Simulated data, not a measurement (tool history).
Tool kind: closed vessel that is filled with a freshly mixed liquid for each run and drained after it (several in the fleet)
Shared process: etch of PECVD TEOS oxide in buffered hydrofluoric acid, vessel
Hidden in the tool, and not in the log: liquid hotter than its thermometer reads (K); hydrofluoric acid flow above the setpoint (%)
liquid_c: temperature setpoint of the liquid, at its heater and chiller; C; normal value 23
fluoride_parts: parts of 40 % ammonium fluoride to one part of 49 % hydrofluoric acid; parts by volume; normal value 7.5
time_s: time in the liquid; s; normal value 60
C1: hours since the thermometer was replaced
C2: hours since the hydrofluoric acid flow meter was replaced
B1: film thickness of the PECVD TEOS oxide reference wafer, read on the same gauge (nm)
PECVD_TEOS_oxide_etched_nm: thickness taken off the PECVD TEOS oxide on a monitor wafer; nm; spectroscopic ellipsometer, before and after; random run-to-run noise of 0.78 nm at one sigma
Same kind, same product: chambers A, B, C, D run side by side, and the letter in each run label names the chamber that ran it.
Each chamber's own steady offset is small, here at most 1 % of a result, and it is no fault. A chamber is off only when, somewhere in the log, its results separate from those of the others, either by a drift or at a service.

run 1D hour=6.8 | liquid_c=23 fluoride_parts=7.5 time_s=60 | C1=1158.1 C2=108.1 | B1=149.97 | PECVD_TEOS_oxide_etched_nm=94.205
run 2B hour=21.5 | liquid_c=23 fluoride_parts=7.5 time_s=60 | C1=1286.4 C2=767.7 | B1=150.04 | PECVD_TEOS_oxide_etched_nm=91.806
run 3C hour=34.6 | liquid_c=23 fluoride_parts=7.5 time_s=60 | C1=156.4 C2=935.4 | B1=150.00 | PECVD_TEOS_oxide_etched_nm=95.029
run 4A hour=46.8 | liquid_c=23 fluoride_parts=7.5 time_s=60 | C1=111.9 C2=170.8 | B1=150.02 | PECVD_TEOS_oxide_etched_nm=95.402
run 5C hour=54.9 | liquid_c=23 fluoride_parts=7.5 time_s=60 | C1=176.7 C2=955.7 | B1=150.00 | PECVD_TEOS_oxide_etched_nm=94.146
run 6B hour=61.9 | liquid_c=23 fluoride_parts=7.5 time_s=60 | C1=1326.8 C2=808.1 | B1=149.98 | PECVD_TEOS_oxide_etched_nm=92.725
run 7A hour=70.6 | liquid_c=23 fluoride_parts=7.5 time_s=60 | C1=135.7 C2=194.6 | B1=150.05 | PECVD_TEOS_oxide_etched_nm=94.110
run 8D hour=79.1 | liquid_c=23 fluoride_parts=7.5 time_s=60 | C1=1230.4 C2=180.4 | B1=150.01 | PECVD_TEOS_oxide_etched_nm=93.324
run 9B hour=91.8 | liquid_c=23 fluoride_parts=7.5 time_s=60 | C1=1356.7 C2=838.0 | B1=150.00 | PECVD_TEOS_oxide_etched_nm=93.822
run 10C hour=106.1 | liquid_c=23 fluoride_parts=7.5 time_s=60 | C1=227.9 C2=1006.9 | B1=149.99 | PECVD_TEOS_oxide_etched_nm=94.250
run 11A hour=114.2 | liquid_c=23 fluoride_parts=7.5 time_s=60 | C1=179.3 C2=238.2 | B1=149.97 | PECVD_TEOS_oxide_etched_nm=95.695
run 12D hour=124.4 | liquid_c=23 fluoride_parts=7.5 time_s=60 | C1=1275.7 C2=225.7 | B1=150.01 | PECVD_TEOS_oxide_etched_nm=94.022
run 13C hour=133.7 | liquid_c=23 fluoride_parts=7.5 time_s=60 | C1=255.5 C2=1034.5 | B1=150.00 | PECVD_TEOS_oxide_etched_nm=94.781
run 14B hour=147.6 | liquid_c=23 fluoride_parts=7.5 time_s=60 | C1=1412.5 C2=893.8 | B1=150.00 | PECVD_TEOS_oxide_etched_nm=96.555
run 15D hour=159.8 | liquid_c=23 fluoride_parts=7.5 time_s=60 | C1=1311.1 C2=261.1 | B1=150.01 | PECVD_TEOS_oxide_etched_nm=94.072
run 16A hour=170.2 | liquid_c=20 fluoride_parts=7.5 time_s=85 | C1=235.3 C2=294.2 | B1=150.02 | PECVD_TEOS_oxide_etched_nm=114.230
run 17A hour=178.3 | liquid_c=20 fluoride_parts=7.5 time_s=85 | C1=243.4 C2=302.3 | B1=150.02 | PECVD_TEOS_oxide_etched_nm=113.610
run 18C hour=186.0 | liquid_c=20 fluoride_parts=7.5 time_s=85 | C1=307.8 C2=1086.8 | B1=150.02 | PECVD_TEOS_oxide_etched_nm=112.550
run 19D hour=194.4 | liquid_c=20 fluoride_parts=7.5 time_s=85 | C1=1345.7 C2=295.7 | B1=149.94 | PECVD_TEOS_oxide_etched_nm=112.210
run 20B hour=203.7 | liquid_c=23 fluoride_parts=7.5 time_s=60 | C1=1468.6 C2=949.9 | B1=149.96 | PECVD_TEOS_oxide_etched_nm=98.371
run 21B hour=217.6 | liquid_c=23 fluoride_parts=7.5 time_s=60 | C1=1482.5 C2=963.8 | B1=150.01 | PECVD_TEOS_oxide_etched_nm=97.183
run 22A hour=231.1 | liquid_c=23 fluoride_parts=7.5 time_s=60 | C1=296.2 C2=355.1 | B1=150.00 | PECVD_TEOS_oxide_etched_nm=95.675
run 23D hour=241.3 | liquid_c=23 fluoride_parts=7.5 time_s=60 | C1=1392.6 C2=342.6 | B1=149.97 | PECVD_TEOS_oxide_etched_nm=94.928
run 24C hour=249.1 | liquid_c=23 fluoride_parts=7.5 time_s=60 | C1=370.9 C2=1149.9 | B1=149.98 | PECVD_TEOS_oxide_etched_nm=95.031
run 25D hour=257.0 | liquid_c=23 fluoride_parts=7.5 time_s=60 | C1=1408.3 C2=358.3 | B1=150.04 | PECVD_TEOS_oxide_etched_nm=94.129
run 26B hour=271.7 | liquid_c=23 fluoride_parts=7.5 time_s=60 | C1=1536.6 C2=1017.9 | B1=150.03 | PECVD_TEOS_oxide_etched_nm=100.230
run 27C hour=284.8 | liquid_c=23 fluoride_parts=7.5 time_s=60 | C1=406.6 C2=1185.6 | B1=149.96 | PECVD_TEOS_oxide_etched_nm=93.455
run 28A hour=295.0 | liquid_c=23 fluoride_parts=7.5 time_s=60 | C1=360.1 C2=419.0 | B1=150.00 | PECVD_TEOS_oxide_etched_nm=94.387
run 29C hour=303.4 | liquid_c=23 fluoride_parts=7.5 time_s=60 | C1=425.2 C2=1204.2 | B1=149.98 | PECVD_TEOS_oxide_etched_nm=94.236
run 30B hour=316.7 | liquid_c=23 fluoride_parts=7.5 time_s=60 | C1=1581.6 C2=1062.9 | B1=150.01 | PECVD_TEOS_oxide_etched_nm=102.380
run 31A hour=326.8 | liquid_c=23 fluoride_parts=7.5 time_s=60 | C1=391.9 C2=450.8 | B1=150.00 | PECVD_TEOS_oxide_etched_nm=94.539
run 32D hour=338.4 | liquid_c=23 fluoride_parts=7.5 time_s=60 | C1=1489.7 C2=439.7 | B1=150.01 | PECVD_TEOS_oxide_etched_nm=93.528
run 33B hour=348.7 | liquid_c=27 fluoride_parts=7.5 time_s=80 | C1=1613.6 C2=1094.9 | B1=150.00 | PECVD_TEOS_oxide_etched_nm=169.750
run 34A hour=356.0 | liquid_c=27 fluoride_parts=7.5 time_s=80 | C1=421.1 C2=480.0 | B1=150.01 | PECVD_TEOS_oxide_etched_nm=157.220
run 35D hour=366.1 | liquid_c=27 fluoride_parts=7.5 time_s=80 | C1=1517.4 C2=467.4 | B1=150.04 | PECVD_TEOS_oxide_etched_nm=157.690
run 36C hour=378.6 | liquid_c=27 fluoride_parts=7.5 time_s=80 | C1=500.4 C2=1279.4 | B1=150.01 | PECVD_TEOS_oxide_etched_nm=155.990
run 37C hour=387.9 | liquid_c=23 fluoride_parts=7.5 time_s=60 | C1=509.7 C2=1288.7 | B1=150.02 | PECVD_TEOS_oxide_etched_nm=93.846

The same settings go to every chamber for the next run, one line per chamber below. Forecast the results for each:
run 38A hour=398.5 | liquid_c=23 fluoride_parts=7.5 time_s=60 | PECVD_TEOS_oxide_etched_nm=?
run 38B hour=398.5 | liquid_c=23 fluoride_parts=7.5 time_s=60 | PECVD_TEOS_oxide_etched_nm=?
run 38C hour=398.5 | liquid_c=23 fluoride_parts=7.5 time_s=60 | PECVD_TEOS_oxide_etched_nm=?
run 38D hour=398.5 | liquid_c=23 fluoride_parts=7.5 time_s=60 | PECVD_TEOS_oxide_etched_nm=?

run=38A PECVD_TEOS_oxide_etched_nm=95.331
run=38B PECVD_TEOS_oxide_etched_nm=103.090
run=38C PECVD_TEOS_oxide_etched_nm=94.881
run=38D PECVD_TEOS_oxide_etched_nm=93.402
